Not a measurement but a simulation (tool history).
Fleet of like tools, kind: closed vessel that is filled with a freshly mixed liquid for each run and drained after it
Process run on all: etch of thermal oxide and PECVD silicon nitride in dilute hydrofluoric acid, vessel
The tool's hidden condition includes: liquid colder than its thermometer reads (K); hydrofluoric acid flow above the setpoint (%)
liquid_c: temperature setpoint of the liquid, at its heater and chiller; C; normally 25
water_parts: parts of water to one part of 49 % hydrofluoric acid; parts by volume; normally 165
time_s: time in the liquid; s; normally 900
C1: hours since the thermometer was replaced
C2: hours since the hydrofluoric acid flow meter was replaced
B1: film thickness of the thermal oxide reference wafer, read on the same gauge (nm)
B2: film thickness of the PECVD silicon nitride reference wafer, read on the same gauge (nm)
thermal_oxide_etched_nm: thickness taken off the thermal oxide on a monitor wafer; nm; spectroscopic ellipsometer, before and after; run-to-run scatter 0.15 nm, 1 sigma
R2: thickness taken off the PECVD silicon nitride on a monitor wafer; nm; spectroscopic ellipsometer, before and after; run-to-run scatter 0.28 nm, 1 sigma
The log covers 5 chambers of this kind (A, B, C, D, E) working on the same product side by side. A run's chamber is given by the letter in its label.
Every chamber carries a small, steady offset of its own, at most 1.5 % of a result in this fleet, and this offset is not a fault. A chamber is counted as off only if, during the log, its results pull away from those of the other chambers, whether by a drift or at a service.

run 1A day=0.108 | liquid_c=25 water_parts=165 time_s=900 | C1=422.9 C2=376.5 | B1=89.98 B2=120.01 | thermal_oxide_etched_nm=25.763 R2=30.39
run 2C day=0.254 | liquid_c=25 water_parts=165 time_s=900 | C1=193.2 C2=57.3 | B1=90.059 B2=119.99 | thermal_oxide_etched_nm=25.606 R2=29.421
run 3D day=0.421 | liquid_c=25 water_parts=165 time_s=900 | C1=887.6 C2=112.4 | B1=90.019 B2=119.99 | thermal_oxide_etched_nm=25.757 R2=29.943
run 4B day=0.542 | liquid_c=25 water_parts=165 time_s=900 | C1=1954 C2=527.6 | B1=89.97 B2=120.02 | thermal_oxide_etched_nm=25.45 R2=30.274
run 5E day=0.692 | liquid_c=21.5 water_parts=165 time_s=1095 | C1=540.8 C2=657.6 | B1=90.005 B2=120.01 | thermal_oxide_etched_nm=27.548 R2=29.092
run 6E day=0.854 | liquid_c=21.5 water_parts=165 time_s=1095 | C1=544.7 C2=661.5 | B1=90.009 B2=120 | thermal_oxide_etched_nm=27.226 R2=28.942
run 7A day=0.942 | liquid_c=21.5 water_parts=165 time_s=1095 | C1=442.9 C2=396.5 | B1=89.981 B2=119.99 | thermal_oxide_etched_nm=27.366 R2=28.836
run 8B day=1.088 | liquid_c=21.5 water_parts=165 time_s=1095 | C1=1967.1 C2=540.7 | B1=90.01 B2=120 | thermal_oxide_etched_nm=27.172 R2=29.534
run 9C day=1.171 | liquid_c=21.5 water_parts=165 time_s=1095 | C1=215.2 C2=79.3 | B1=89.948 B2=119.99 | thermal_oxide_etched_nm=27.249 R2=28.852
run 10D day=1.312 | liquid_c=25 water_parts=165 time_s=900 | C1=909 C2=133.8 | B1=90.026 B2=120.02 | thermal_oxide_etched_nm=25.606 R2=29.492
run 11D day=1.433 | liquid_c=25 water_parts=165 time_s=900 | C1=911.9 C2=136.7 | B1=90.007 B2=120.01 | thermal_oxide_etched_nm=25.4 R2=29.769
run 12E day=1.588 | liquid_c=25 water_parts=165 time_s=900 | C1=562.3 C2=679.1 | B1=90.001 B2=120.01 | thermal_oxide_etched_nm=25.499 R2=29.739
-- day=1.608 chamber A: hydrofluoric acid flow meter replaced
run 13A day=1.708 | liquid_c=23 water_parts=165 time_s=900 | C1=461.3 C2=2.4 | B1=90.003 B2=120 | thermal_oxide_etched_nm=23.928 R2=26.334
run 14C day=1.833 | liquid_c=23 water_parts=165 time_s=900 | C1=231.1 C2=95.2 | B1=90.033 B2=120.01 | thermal_oxide_etched_nm=23.858 R2=25.979
run 15B day=1.942 | liquid_c=23 water_parts=165 time_s=900 | C1=1987.6 C2=561.2 | B1=90.006 B2=120.02 | thermal_oxide_etched_nm=23.835 R2=26.655
run 16B day=2.088 | liquid_c=23 water_parts=165 time_s=900 | C1=1991.1 C2=564.7 | B1=90.009 B2=119.98 | thermal_oxide_etched_nm=23.51 R2=26.801
run 17A day=2.238 | liquid_c=23 water_parts=165 time_s=900 | C1=474 C2=15.1 | B1=89.975 B2=119.98 | thermal_oxide_etched_nm=23.864 R2=26.058
run 18E day=2.346 | liquid_c=25 water_parts=165 time_s=900 | C1=580.5 C2=697.3 | B1=90.005 B2=119.97 | thermal_oxide_etched_nm=25.804 R2=30.041
run 19D day=2.488 | liquid_c=25 water_parts=120 time_s=420 | C1=937.2 C2=162 | B1=90.008 B2=120.01 | thermal_oxide_etched_nm=17.282 R2=19.023
run 20C day=2.625 | liquid_c=25 water_parts=120 time_s=420 | C1=250.1 C2=114.2 | B1=90.02 B2=119.99 | thermal_oxide_etched_nm=17.317 R2=19.082
run 21A day=2.746 | liquid_c=25 water_parts=120 time_s=420 | C1=486.2 C2=27.3 | B1=90.004 B2=120.01 | thermal_oxide_etched_nm=17.729 R2=19.335
run 22D day=2.858 | liquid_c=25 water_parts=120 time_s=420 | C1=946.1 C2=170.9 | B1=89.978 B2=120.01 | thermal_oxide_etched_nm=17.377 R2=19.3
run 23E day=3.033 | liquid_c=25 water_parts=120 time_s=420 | C1=597 C2=713.8 | B1=90.002 B2=120.02 | thermal_oxide_etched_nm=17.526 R2=19.05
run 24C day=3.167 | liquid_c=25 water_parts=165 time_s=900 | C1=263.1 C2=127.2 | B1=90.015 B2=119.97 | thermal_oxide_etched_nm=25.533 R2=29.541
run 25B day=3.321 | liquid_c=25 water_parts=165 time_s=900 | C1=2020.7 C2=594.3 | B1=90.007 B2=120 | thermal_oxide_etched_nm=25.515 R2=30.026
run 26D day=3.454 | liquid_c=25 water_parts=165 time_s=900 | C1=960.4 C2=185.2 | B1=89.998 B2=120.02 | thermal_oxide_etched_nm=25.375 R2=30.274
run 27A day=3.588 | liquid_c=25 water_parts=165 time_s=900 | C1=506.4 C2=47.5 | B1=90.006 B2=120 | thermal_oxide_etched_nm=25.554 R2=29.967
run 28E day=3.679 | liquid_c=25 water_parts=105 time_s=535 | C1=612.5 C2=729.3 | B1=90.012 B2=119.99 | thermal_oxide_etched_nm=26.147 R2=27.857
run 29B day=3.817 | liquid_c=25 water_parts=105 time_s=535 | C1=2032.6 C2=606.2 | B1=89.991 B2=119.99 | thermal_oxide_etched_nm=25.399 R2=28.304
run 30C day=3.896 | liquid_c=25 water_parts=105 time_s=535 | C1=280.6 C2=144.7 | B1=89.98 B2=120.01 | thermal_oxide_etched_nm=25.63 R2=26.992
run 31D day=3.979 | liquid_c=25 water_parts=105 time_s=535 | C1=973 C2=197.8 | B1=89.987 B2=119.99 | thermal_oxide_etched_nm=25.823 R2=27.987
run 32A day=4.075 | liquid_c=25 water_parts=105 time_s=535 | C1=518.1 C2=59.2 | B1=90.017 B2=120.01 | thermal_oxide_etched_nm=26.056 R2=28.006
run 33C day=4.212 | liquid_c=25 water_parts=165 time_s=900 | C1=288.2 C2=152.3 | B1=89.991 B2=120.01 | thermal_oxide_etched_nm=25.608 R2=29.673
run 34B day=4.388 | liquid_c=25 water_parts=165 time_s=900 | C1=2046.3 C2=619.9 | B1=90.011 B2=119.98 | thermal_oxide_etched_nm=25.574 R2=29.865
run 35E day=4.525 | liquid_c=25 water_parts=165 time_s=900 | C1=632.8 C2=749.6 | B1=89.951 B2=119.98 | thermal_oxide_etched_nm=25.751 R2=29.877
run 36A day=4.667 | liquid_c=25 water_parts=165 time_s=900 | C1=532.3 C2=73.4 | B1=90.026 B2=120.02 | thermal_oxide_etched_nm=25.717 R2=29.885

Is one chamber off against the others, does the gauge drift, or is nothing wrong? If a chamber is off, say which, and what the likeliest cause is.

No chamber is off and the gauge is stable; the differences are just each chamber's small, constant offset.

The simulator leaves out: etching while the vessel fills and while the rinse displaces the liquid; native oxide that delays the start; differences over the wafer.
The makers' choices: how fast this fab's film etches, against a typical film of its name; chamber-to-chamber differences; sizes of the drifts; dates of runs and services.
